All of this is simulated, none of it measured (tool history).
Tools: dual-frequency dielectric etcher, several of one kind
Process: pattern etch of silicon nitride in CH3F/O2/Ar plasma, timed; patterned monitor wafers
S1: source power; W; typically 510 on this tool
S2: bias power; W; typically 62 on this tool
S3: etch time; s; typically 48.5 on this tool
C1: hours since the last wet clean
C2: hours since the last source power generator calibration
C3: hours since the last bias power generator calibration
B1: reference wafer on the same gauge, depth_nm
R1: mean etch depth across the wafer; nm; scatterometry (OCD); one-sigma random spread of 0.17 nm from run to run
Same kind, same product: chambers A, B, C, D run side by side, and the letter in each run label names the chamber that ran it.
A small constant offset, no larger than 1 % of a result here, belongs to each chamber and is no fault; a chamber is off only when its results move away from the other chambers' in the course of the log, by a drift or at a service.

Run 1B, hour 7.6: usual settings; C1 228.9; C2 890.3; C3 3042.1; B1 31.214. Result: R1 35.139 nm.
Run 2A, hour 14.4: usual settings; C1 115; C2 442; C3 2094.9; B1 31.194. Result: R1 34.985 nm.
Run 3D, hour 19.1: usual settings; C1 391.1; C2 1900.4; C3 2146.9; B1 31.22. Result: R1 35.617 nm.
Run 4C, hour 25.7: usual settings; C1 114.1; C2 1154.7; C3 1715.9; B1 31.206. Result: R1 35.761 nm.
Run 5B, hour 32.9: usual settings; C1 254.2; C2 915.6; C3 3067.4; B1 31.173. Result: R1 35.062 nm.
Run 6C, hour 37.3: usual settings but S1 560 W, S3 58.5 s; C1 125.7; C2 1166.3; C3 1727.5; B1 31.2. Result: R1 44.864 nm.
Run 7A, hour 41.7: usual settings but S1 560 W, S3 58.5 s; C1 142.3; C2 469.3; C3 2122.2; B1 31.199. Result: R1 43.965 nm.
At hour 45.3: chamber D: source power generator calibrated.
Run 8D, hour 47.2: usual settings but S1 560 W, S3 58.5 s; C1 419.2; C2 1.9; C3 2175; B1 31.239. Result: R1 44.514 nm.
Run 9B, hour 53.6: usual settings but S1 560 W, S3 58.5 s; C1 274.9; C2 936.3; C3 3088.1; B1 31.191. Result: R1 43.918 nm.
Run 10D, hour 60.4: usual settings; C1 432.4; C2 15.1; C3 2188.2; B1 31.218. Result: R1 35.556 nm.
Run 11C, hour 64.5: usual settings; C1 152.9; C2 1193.5; C3 1754.7; B1 31.188. Result: R1 35.551 nm.
Run 12A, hour 68.3: usual settings but S2 54 W, S3 56 s; C1 168.9; C2 495.9; C3 2148.8; B1 31.201. Result: R1 39.118 nm.
Run 13B, hour 73.4: usual settings but S2 54 W, S3 56 s; C1 294.7; C2 956.1; C3 3107.9; B1 31.249. Result: R1 38.765 nm.
Run 14C, hour 76.9: usual settings but S2 54 W, S3 56 s; C1 165.3; C2 1205.9; C3 1767.1; B1 31.198. Result: R1 39.449 nm.
Run 15A, hour 81.1: usual settings but S2 54 W, S3 56 s; C1 181.7; C2 508.7; C3 2161.6; B1 31.193. Result: R1 39.374 nm.
Run 16D, hour 86.4: usual settings; C1 458.4; C2 41.1; C3 2214.2; B1 31.196. Result: R1 35.221 nm.
Run 17D, hour 93.8: usual settings but S2 72 W, S3 41.5 s; C1 465.8; C2 48.5; C3 2221.6; B1 31.183. Result: R1 32.039 nm.
Run 18A, hour 101.3: usual settings but S2 72 W, S3 41.5 s; C1 201.9; C2 528.9; C3 2181.8; B1 31.205. Result: R1 32.069 nm.
Run 19C, hour 108.2: usual settings but S2 72 W, S3 41.5 s; C1 196.6; C2 1237.2; C3 1798.4; B1 31.194. Result: R1 32.216 nm.
Run 20B, hour 112.6: usual settings but S2 72 W, S3 41.5 s; C1 333.9; C2 995.3; C3 3147.1; B1 31.172. Result: R1 31.793 nm.
Run 21D, hour 117.1: usual settings; C1 489.1; C2 71.8; C3 2244.9; B1 31.186. Result: R1 35.77 nm.
Run 22C, hour 120.8: usual settings; C1 209.2; C2 1249.8; C3 1811; B1 31.215. Result: R1 36.023 nm.
At hour 122.2: chamber D: bias power generator calibrated.
Run 23B, hour 128.5: usual settings; C1 349.8; C2 1011.2; C3 3163; B1 31.201. Result: R1 35.45 nm.
At hour 134.5: chamber C: bias power generator calibrated.
Run 24A, hour 135.6: usual settings; C1 236.2; C2 563.2; C3 2216.1; B1 31.2. Result: R1 36.179 nm.
Run 25C, hour 139.2: usual settings; C1 227.6; C2 1268.2; C3 4.7; B1 31.21. Result: R1 36.013 nm.
At hour 139.9: chamber B: wet clean of the chamber.
Run 26D, hour 144.6: usual settings; C1 516.6; C2 99.3; C3 22.5; B1 31.164. Result: R1 35.775 nm.
Run 27B, hour 148.2: usual settings; C1 8.3; C2 1030.9; C3 3182.7; B1 31.202. Result: R1 35.233 nm.
Run 28A, hour 154.7: usual settings; C1 255.3; C2 582.3; C3 2235.2; B1 31.209. Result: R1 36.361 nm.
Run 29C, hour 160.3: usual settings; C1 248.7; C2 1289.3; C3 25.8; B1 31.218. Result: R1 35.577 nm.
Run 30B, hour 165.3: usual settings; C1 25.4; C2 1048; C3 3199.8; B1 31.186. Result: R1 34.893 nm.
Run 31D, hour 168.9: usual settings; C1 540.9; C2 123.6; C3 46.8; B1 31.185. Result: R1 36.087 nm.

One chamber off, gauge drift, or nothing amiss beyond the chambers' own small offsets? If it is a chamber, which one, and what is the likeliest cause?

Little by little, chamber A moves away from the other chambers.
Likeliest cause: etch rate over this chamber's usual, % = 3.89.

Chamber A could run next with any of the 4 candidate recipes listed below; each alters the usual settings, and their results appear as question marks. Which one brings its results back in line with what the other chambers deliver on the usual settings?
In-line tolerance around the mean of the other chambers on the usual settings: R1 0.6 nm
Run 32A-1, hour 174.7: usual settings but S3 47.5 s. Result: R1 ?.
Run 32A-2, hour 174.7: usual settings but S3 51.5 s. Result: R1 ?.
Run 32A-3, hour 174.7: usual settings but S3 50 s. Result: R1 ?.
Run 32A-4, hour 174.7: usual settings but S2 51 W. Result: R1 ?.

The other chambers' mean on the usual settings: R1 35.525 nm
  run      R1
32A-1  35.659
32A-2  38.662
32A-3  37.536
32A-4  34.262
32A-1 puts the chamber back in line with the other chambers.
